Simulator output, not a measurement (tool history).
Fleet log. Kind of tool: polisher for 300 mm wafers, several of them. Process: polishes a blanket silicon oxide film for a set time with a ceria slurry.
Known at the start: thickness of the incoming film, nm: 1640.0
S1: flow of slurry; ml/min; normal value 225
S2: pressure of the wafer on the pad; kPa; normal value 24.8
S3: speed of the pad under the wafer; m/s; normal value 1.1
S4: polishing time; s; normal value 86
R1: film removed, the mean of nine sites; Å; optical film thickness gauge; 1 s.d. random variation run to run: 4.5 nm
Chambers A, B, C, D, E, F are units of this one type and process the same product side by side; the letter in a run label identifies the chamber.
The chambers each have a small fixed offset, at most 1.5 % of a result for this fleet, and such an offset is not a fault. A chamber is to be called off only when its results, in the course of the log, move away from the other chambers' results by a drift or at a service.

At hour 1.9: chamber C: worn pad replaced by a new one.
Run 1E, hour 6.4: usual settings. Result: R1 4363.3 Å.
Run 2B, hour 11.5: usual settings. Result: R1 4479.2 Å.
Run 3D, hour 17.4: usual settings. Result: R1 4384.6 Å.
Run 4F, hour 24.4: usual settings. Result: R1 4358 Å.
Run 5C, hour 30.5: usual settings. Result: R1 4297.3 Å.
At hour 32.3: chamber B: head pressure recalibrated.
Run 6A, hour 35.2: usual settings. Result: R1 4313.2 Å.
Run 7B, hour 42.9: usual settings but S2 28.3 kPa. Result: R1 5151.7 Å.
Run 8C, hour 50.1: usual settings but S2 28.3 kPa. Result: R1 5043.3 Å.
At hour 54.8: chamber A: worn pad replaced by a new one.
Run 9D, hour 55.2: usual settings but S2 28.3 kPa. Result: R1 5024.5 Å.
Run 10F, hour 59.5: usual settings but S2 28.3 kPa. Result: R1 4931 Å.
Run 11A, hour 64.1: usual settings but S2 28.3 kPa. Result: R1 4941.7 Å.
Run 12E, hour 69.9: usual settings but S2 28.3 kPa. Result: R1 5030.5 Å.
At hour 70.8: chamber F: worn pad replaced by a new one.
Run 13A, hour 76.6: usual settings. Result: R1 4370.1 Å.
Run 14B, hour 82.6: usual settings but S1 300 ml/min, S4 61 s. Result: R1 3230.6 Å.
Run 15E, hour 88.2: usual settings but S1 300 ml/min, S4 61 s. Result: R1 3187.1 Å.
At hour 91.4: chamber C: worn pad replaced by a new one.
At hour 92.7: chamber E: worn pad replaced by a new one.
Run 16C, hour 96.2: usual settings but S1 300 ml/min, S4 61 s. Result: R1 3117.2 Å.
Run 17D, hour 104.2: usual settings but S1 300 ml/min, S4 61 s. Result: R1 3234.5 Å.
Run 18F, hour 108.4: usual settings but S1 300 ml/min, S4 61 s. Result: R1 3214.5 Å.
Run 19F, hour 113.5: usual settings but S1 300 ml/min, S4 61 s. Result: R1 3135.9 Å.
At hour 114.8: chamber D: worn pad replaced by a new one.
Run 20D, hour 117.9: usual settings. Result: R1 4390.2 Å.
Run 21B, hour 124.8: usual settings. Result: R1 4401.2 Å.
Run 22C, hour 129.2: usual settings. Result: R1 4347.5 Å.
Run 23A, hour 133.8: usual settings but S3 1.32 m/s. Result: R1 5189.2 Å.
Run 24E, hour 140.1: usual settings but S3 1.32 m/s. Result: R1 5228.4 Å.
Run 25A, hour 145.3: usual settings but S3 1.32 m/s. Result: R1 5183 Å.
Run 26B, hour 150.3: usual settings but S3 1.32 m/s. Result: R1 5266.9 Å.
Run 27D, hour 154.2: usual settings but S3 1.32 m/s. Result: R1 5296.5 Å.
Run 28C, hour 159.4: usual settings but S3 1.32 m/s. Result: R1 5201.7 Å.
At hour 162.3: chamber B: worn pad replaced by a new one.
At hour 164.3: chamber F: worn pad replaced by a new one.
Run 29E, hour 164.3: usual settings. Result: R1 4333.6 Å.
Run 30F, hour 171.2: usual settings but S1 265 ml/min, S3 1.26 m/s. Result: R1 5042.7 Å.
Run 31E, hour 177.1: usual settings but S1 265 ml/min, S3 1.26 m/s. Result: R1 5101.2 Å.
At hour 178.1: chamber A: slurry nozzle cleaned.
Run 32C, hour 183.4: usual settings but S1 265 ml/min, S3 1.26 m/s. Result: R1 5004.9 Å.
At hour 184.6: chamber C: worn pad replaced by a new one.
At hour 185.4: chamber E: worn pad replaced by a new one.
Run 33B, hour 191.2: usual settings but S1 265 ml/min, S3 1.26 m/s. Result: R1 5204.6 Å.
At hour 193.2: chamber F: slurry nozzle cleaned.
Run 34A, hour 195.1: usual settings but S1 265 ml/min, S3 1.26 m/s. Result: R1 4993.9 Å.
At hour 195.5: chamber B: slurry nozzle cleaned.
Run 35F, hour 199.7: usual settings but S1 265 ml/min, S3 1.26 m/s. Result: R1 5143.2 Å.
Run 36D, hour 203.6: usual settings but S2 27.6 kPa, S4 110 s. Result: R1 6222.5 Å.
At hour 206.7: chamber A: worn pad replaced by a new one.
Run 37B, hour 210.1: usual settings but S2 27.6 kPa, S4 110 s. Result: R1 6435 Å.
Run 38C, hour 215.6: usual settings but S2 27.6 kPa, S4 110 s. Result: R1 6127.5 Å.
Run 39E, hour 220.2: usual settings but S2 27.6 kPa, S4 110 s. Result: R1 6173.1 Å.
Run 40D, hour 226.3: usual settings but S2 27.6 kPa, S4 110 s. Result: R1 6182.3 Å.
Run 41F, hour 231.2: usual settings but S2 27.6 kPa, S4 110 s. Result: R1 6096.3 Å.
Run 42A, hour 237.1: usual settings. Result: R1 4354.6 Å.
Run 43F, hour 242.4: usual settings. Result: R1 4283.5 Å.
Run 44B, hour 249.8: usual settings. Result: R1 4412 Å.

Is one chamber out of step, is the gauge drifting, or do the chambers differ by no more than their own small offsets? For an off chamber, give its letter and the likeliest cause.

Beyond each chamber's small constant offset nothing stands out, and the gauge stays steady.

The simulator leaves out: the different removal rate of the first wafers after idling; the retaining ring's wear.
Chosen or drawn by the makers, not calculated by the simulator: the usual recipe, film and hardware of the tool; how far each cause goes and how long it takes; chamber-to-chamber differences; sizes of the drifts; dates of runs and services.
